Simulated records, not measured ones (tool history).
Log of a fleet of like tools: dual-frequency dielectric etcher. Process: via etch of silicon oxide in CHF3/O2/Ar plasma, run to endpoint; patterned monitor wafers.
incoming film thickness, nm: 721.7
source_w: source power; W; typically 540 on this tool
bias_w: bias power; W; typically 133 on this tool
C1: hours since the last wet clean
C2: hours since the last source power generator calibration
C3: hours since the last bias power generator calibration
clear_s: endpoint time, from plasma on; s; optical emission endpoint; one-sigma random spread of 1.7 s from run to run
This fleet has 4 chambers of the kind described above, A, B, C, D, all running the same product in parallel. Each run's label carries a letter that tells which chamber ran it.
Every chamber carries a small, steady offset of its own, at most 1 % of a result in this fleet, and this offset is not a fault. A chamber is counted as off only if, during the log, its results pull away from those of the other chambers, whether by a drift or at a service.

run 1D hour=4.6 | source_w=540 bias_w=133 | C1=168.7 C2=2390.2 C3=2551.9 | clear_s=417.71
run 2C hour=9.1 | source_w=540 bias_w=133 | C1=147.8 C2=3650.6 C3=1784.6 | clear_s=423.35
run 3A hour=17.8 | source_w=540 bias_w=133 | C1=385.2 C2=1312.8 C3=1400.6 | clear_s=421.00
run 4B hour=26.2 | source_w=540 bias_w=133 | C1=202.6 C2=1264.3 C3=2653.5 | clear_s=420.05
run 5A hour=34.0 | source_w=540 bias_w=133 | C1=401.4 C2=1329.0 C3=1416.8 | clear_s=421.68
run 6B hour=39.2 | source_w=540 bias_w=133 | C1=215.6 C2=1277.3 C3=2666.5 | clear_s=420.97
run 7D hour=43.3 | source_w=540 bias_w=133 | C1=207.4 C2=2428.9 C3=2590.6 | clear_s=419.15
run 8C hour=52.3 | source_w=540 bias_w=133 | C1=191.0 C2=3693.8 C3=1827.8 | clear_s=424.90
run 9C hour=57.1 | source_w=540 bias_w=133 | C1=195.8 C2=3698.6 C3=1832.6 | clear_s=419.36
run 10D hour=63.9 | source_w=540 bias_w=133 | C1=228.0 C2=2449.5 C3=2611.2 | clear_s=416.97
-- hour=67.1 chamber A: wet clean of the chamber
run 11B hour=69.3 | source_w=540 bias_w=133 | C1=245.7 C2=1307.4 C3=2696.6 | clear_s=419.32
run 12A hour=76.2 | source_w=540 bias_w=133 | C1=9.2 C2=1371.2 C3=1459.0 | clear_s=421.47
run 13A hour=80.7 | source_w=540 bias_w=133 | C1=13.7 C2=1375.7 C3=1463.5 | clear_s=419.33
run 14D hour=87.2 | source_w=540 bias_w=133 | C1=251.3 C2=2472.8 C3=2634.5 | clear_s=414.64
run 15B hour=96.1 | source_w=590 bias_w=147 | C1=272.5 C2=1334.2 C3=2723.4 | clear_s=392.46
run 16C hour=101.9 | source_w=590 bias_w=147 | C1=240.6 C2=3743.4 C3=1877.4 | clear_s=398.65
run 17C hour=109.3 | source_w=590 bias_w=147 | C1=248.0 C2=3750.8 C3=1884.8 | clear_s=394.89
run 18B hour=114.4 | source_w=590 bias_w=147 | C1=290.8 C2=1352.5 C3=2741.7 | clear_s=394.30
run 19A hour=119.1 | source_w=540 bias_w=133 | C1=52.1 C2=1414.1 C3=1501.9 | clear_s=422.23
run 20D hour=123.4 | source_w=540 bias_w=164 | C1=287.5 C2=2509.0 C3=2670.7 | clear_s=384.63
run 21B hour=130.2 | source_w=540 bias_w=164 | C1=306.6 C2=1368.3 C3=2757.5 | clear_s=394.60
run 22A hour=136.9 | source_w=540 bias_w=164 | C1=69.9 C2=1431.9 C3=1519.7 | clear_s=392.88
-- hour=142.4 chamber B: wet clean of the chamber
run 23D hour=145.4 | source_w=540 bias_w=164 | C1=309.5 C2=2531.0 C3=2692.7 | clear_s=384.99
run 24C hour=150.3 | source_w=540 bias_w=155 | C1=289.0 C2=3791.8 C3=1925.8 | clear_s=404.68
run 25D hour=154.6 | source_w=540 bias_w=155 | C1=318.7 C2=2540.2 C3=2701.9 | clear_s=392.78
run 26A hour=162.7 | source_w=540 bias_w=155 | C1=95.7 C2=1457.7 C3=1545.5 | clear_s=400.54
run 27B hour=166.6 | source_w=540 bias_w=155 | C1=24.2 C2=1404.7 C3=2793.9 | clear_s=401.97
run 28C hour=174.4 | source_w=540 bias_w=133 | C1=313.1 C2=3815.9 C3=1949.9 | clear_s=425.35
run 29C hour=182.2 | source_w=540 bias_w=133 | C1=320.9 C2=3823.7 C3=1957.7 | clear_s=424.92
run 30B hour=189.1 | source_w=540 bias_w=133 | C1=46.7 C2=1427.2 C3=2816.4 | clear_s=418.28
run 31A hour=193.3 | source_w=540 bias_w=133 | C1=126.3 C2=1488.3 C3=1576.1 | clear_s=419.96
run 32D hour=198.5 | source_w=540 bias_w=133 | C1=362.6 C2=2584.1 C3=2745.8 | clear_s=406.11
run 33A hour=207.0 | source_w=540 bias_w=133 | C1=140.0 C2=1502.0 C3=1589.8 | clear_s=418.97
run 34C hour=214.6 | source_w=540 bias_w=133 | C1=353.3 C2=3856.1 C3=1990.1 | clear_s=424.23
run 35B hour=221.9 | source_w=540 bias_w=133 | C1=79.5 C2=1460.0 C3=2849.2 | clear_s=419.42

Next, all 4 chambers run the settings below, one line each with question marks for the results. What does each chamber give?
run 36A hour=228.5 | source_w=540 bias_w=133 | clear_s=?
run 36B hour=228.5 | source_w=540 bias_w=133 | clear_s=?
run 36C hour=228.5 | source_w=540 bias_w=133 | clear_s=?
run 36D hour=228.5 | source_w=540 bias_w=133 | clear_s=?

run=36A clear_s=420.27
run=36B clear_s=420.48
run=36C clear_s=421.05
run=36D clear_s=408.62
